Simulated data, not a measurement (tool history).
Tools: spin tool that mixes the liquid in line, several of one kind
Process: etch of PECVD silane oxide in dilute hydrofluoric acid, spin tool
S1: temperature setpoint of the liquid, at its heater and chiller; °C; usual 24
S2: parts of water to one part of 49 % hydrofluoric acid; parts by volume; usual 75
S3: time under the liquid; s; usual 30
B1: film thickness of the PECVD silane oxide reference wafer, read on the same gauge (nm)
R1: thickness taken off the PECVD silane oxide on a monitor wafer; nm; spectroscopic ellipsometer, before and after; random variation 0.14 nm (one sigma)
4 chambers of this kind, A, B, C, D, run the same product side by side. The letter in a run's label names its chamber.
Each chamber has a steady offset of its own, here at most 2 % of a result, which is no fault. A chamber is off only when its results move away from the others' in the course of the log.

| run | hour | S1 | S2 | S3 | B1 | R1 |
|---|---|---|---|---|---|---|
| 1C | 10.1 | 24 | 75 | 30 | 49.999 | 15.974 |
| 2A | 17.3 | 24 | 75 | 30 | 49.998 | 15.955 |
| 3B | 32.1 | 24 | 75 | 30 | 50.029 | 16.328 |
| 4D | 42.8 | 24 | 75 | 30 | 49.983 | 16.234 |
| 5C | 55.7 | 24 | 75 | 30 | 50.005 | 16.071 |
| 6D | 70.4 | 24 | 75 | 50 | 49.985 | 27.024 |
| 7A | 84.7 | 24 | 75 | 50 | 50.002 | 27.211 |
| 8B | 95 | 24 | 75 | 50 | 50.001 | 27.268 |
| 9A | 102.8 | 24 | 75 | 50 | 50.052 | 26.691 |
| 10D | 112.1 | 28 | 75 | 30 | 49.967 | 19.728 |
| 11C | 119.8 | 28 | 75 | 30 | 49.998 | 18.584 |
| 12B | 132.9 | 28 | 75 | 30 | 49.946 | 18.973 |
| 13A | 144 | 28 | 75 | 30 | 49.948 | 18.895 |
|  | 144.9 | chamber B: hydrofluoric acid flow meter replaced |
| 14B | 152 | 21 | 75 | 15 | 50.027 | 7.3605 |
| 15C | 160.3 | 21 | 75 | 15 | 50.005 | 7.0534 |
| 16D | 172.5 | 21 | 75 | 15 | 49.99 | 7.347 |
| 17C | 185.8 | 21 | 75 | 15 | 49.993 | 7.1051 |
| 18A | 196 | 24 | 75 | 30 | 49.95 | 16.251 |
| 19D | 204.7 | 24 | 75 | 30 | 49.945 | 16.744 |
| 20B | 213.3 | 24 | 75 | 30 | 50.023 | 16.334 |
| 21D | 224.7 | 24 | 75 | 30 | 50.002 | 16.734 |
| 22B | 236.1 | 24 | 75 | 30 | 49.988 | 16.242 |
| 23A | 249.5 | 24 | 100 | 30 | 49.985 | 11.493 |
| 24C | 257.8 | 24 | 100 | 30 | 50.003 | 11.586 |
|  | 267.8 | chamber C: hydrofluoric acid flow meter replaced |
| 25C | 268.6 | 24 | 100 | 30 | 49.957 | 11.45 |
| 26D | 278.7 | 24 | 100 | 30 | 49.981 | 12.416 |
| 27B | 288.1 | 24 | 75 | 30 | 50.024 | 16.668 |
| 28A | 296.6 | 27.5 | 75 | 45 | 50.025 | 27.956 |
| 29C | 304.3 | 27.5 | 75 | 45 | 49.977 | 27.498 |
| 30D | 318.9 | 27.5 | 75 | 45 | 50.029 | 29.52 |
| 31A | 326.7 | 27.5 | 75 | 45 | 49.969 | 27.781 |
| 32B | 335.9 | 24 | 75 | 30 | 49.992 | 16.28 |
| 33C | 348.4 | 24 | 75 | 30 | 50.016 | 16.098 |
| 34B | 363 | 24 | 75 | 30 | 49.975 | 16.234 |
| 35A | 377.6 | 24 | 75 | 30 | 49.991 | 16.299 |
| 36D | 387.2 | 24 | 75 | 30 | 50.009 | 17.324 |
| 37D | 395.4 | 24 | 75 | 30 | 50.019 | 17.427 |
| 38C | 402.4 | 24 | 75 | 30 | 50.003 | 16.175 |

Next, every chamber runs the same settings. What will each give?
| 39A | 413.2 | 24 | 75 | 20 |  | ? |
| 39B | 413.2 | 24 | 75 | 20 |  | ? |
| 39C | 413.2 | 24 | 75 | 20 |  | ? |
| 39D | 413.2 | 24 | 75 | 20 |  | ? |

| run | R1 |
|---|---|
| 39A | 10.592 |
| 39B | 11.101 |
| 39C | 10.537 |
| 39D | 11.882 |
